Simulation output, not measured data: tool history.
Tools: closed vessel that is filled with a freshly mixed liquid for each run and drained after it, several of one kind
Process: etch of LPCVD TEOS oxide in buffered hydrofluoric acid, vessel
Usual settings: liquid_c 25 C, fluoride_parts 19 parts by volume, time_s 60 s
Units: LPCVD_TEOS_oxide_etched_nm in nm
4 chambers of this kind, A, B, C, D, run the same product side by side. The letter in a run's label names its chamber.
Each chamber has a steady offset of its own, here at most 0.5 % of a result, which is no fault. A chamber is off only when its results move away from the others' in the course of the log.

run   hour  liquid_c  fluoride_parts  time_s  hours since the thermometer was replaced  hours since the hydrofluoric acid flow meter was replaced  read-back film thickness of the LPCVD TEOS oxide reference wafer, read on the same gauge (nm)  LPCVD_TEOS_oxide_etched_nm
 1C    4.4        25              19      60                                     390.1                                                      566.3                                                                                         99.988                      151.73
 2B    9.4        25              19      60                                    1343.5                                                     1035.5                                                                                            100                      149.97
 3A   14.1        25              19      60                                    1081.9                                                      781.3                                                                                         99.979                      150.67
 4D   19.3        25              19      60                                     502.7                                                      507.8                                                                                         100.04                      151.64
 5D   22.9        25              19      60                                     506.3                                                      511.4                                                                                            100                       150.2
 6B   27.1        25              19      60                                    1361.2                                                     1053.2                                                                                         99.972                      149.93
 7A   32.8        25              19      60                                    1100.6                                                        800                                                                                         100.01                      149.78
 8C   39.7        25              19      60                                     425.4                                                      601.6                                                                                            100                      150.84
 9D   46.1        25              19      60                                     529.5                                                      534.6                                                                                         99.995                      150.29
10C   52.3        25              19      60                                       438                                                      614.2                                                                                         99.991                      150.86
11B   55.7        25              19      60                                    1389.8                                                     1081.8                                                                                         99.976                       147.7
12A   60.3        25              19      60                                    1128.1                                                      827.5                                                                                         99.999                       151.3
13A   66.4        25              19      60                                    1134.2                                                      833.6                                                                                         99.985                      150.15
14D   71.1        25              19      60                                     554.5                                                      559.6                                                                                         100.01                      151.09
15B   75.2        25              19      60                                    1409.3                                                     1101.3                                                                                         99.998                      148.16
16C   80.7        27              19      80                                     466.4                                                      642.6                                                                                         99.992                      228.03
17A   84.3        27              19      80                                    1152.1                                                      851.5                                                                                         100.01                      222.07
18B   90.9        27              19      80                                      1425                                                       1117                                                                                         99.989                      220.98
19D     97        27              19      80                                     580.4                                                      585.5                                                                                            100                      223.49
20C  102.2        25              19      95                                     487.9                                                      664.1                                                                                         99.949                      240.09
21A  106.2        25              19      95                                      1174                                                      873.4                                                                                         99.992                       237.5
22D  113.4        25              19      95                                     596.8                                                      601.9                                                                                         99.992                      235.11
23B  119.5        25              19      95                                    1453.6                                                     1145.6                                                                                            100                      234.71
24C  123.7        25              19      60                                     509.4                                                      685.6                                                                                         99.997                      150.91
25C  127.7        25              19      60                                     513.4                                                      689.6                                                                                            100                      147.85
26B  132.4        25              19      60                                    1466.5                                                     1158.5                                                                                            100                      150.96
27D  137.8        25              19      60                                     621.2                                                      626.3                                                                                         100.02                      150.18
28A    141        25              19      60                                    1208.8                                                      908.2                                                                                         99.993                      147.62
29D  144.9        25            22.5      70                                     628.3                                                      633.4                                                                                         99.982                      154.72

What goes on in this fleet: one chamber off, a drifting gauge, or nothing beyond the chambers' own small offsets? Name the chamber and the cause, if any.

No chamber stands off beyond its own small offset, and the gauge holds steady.

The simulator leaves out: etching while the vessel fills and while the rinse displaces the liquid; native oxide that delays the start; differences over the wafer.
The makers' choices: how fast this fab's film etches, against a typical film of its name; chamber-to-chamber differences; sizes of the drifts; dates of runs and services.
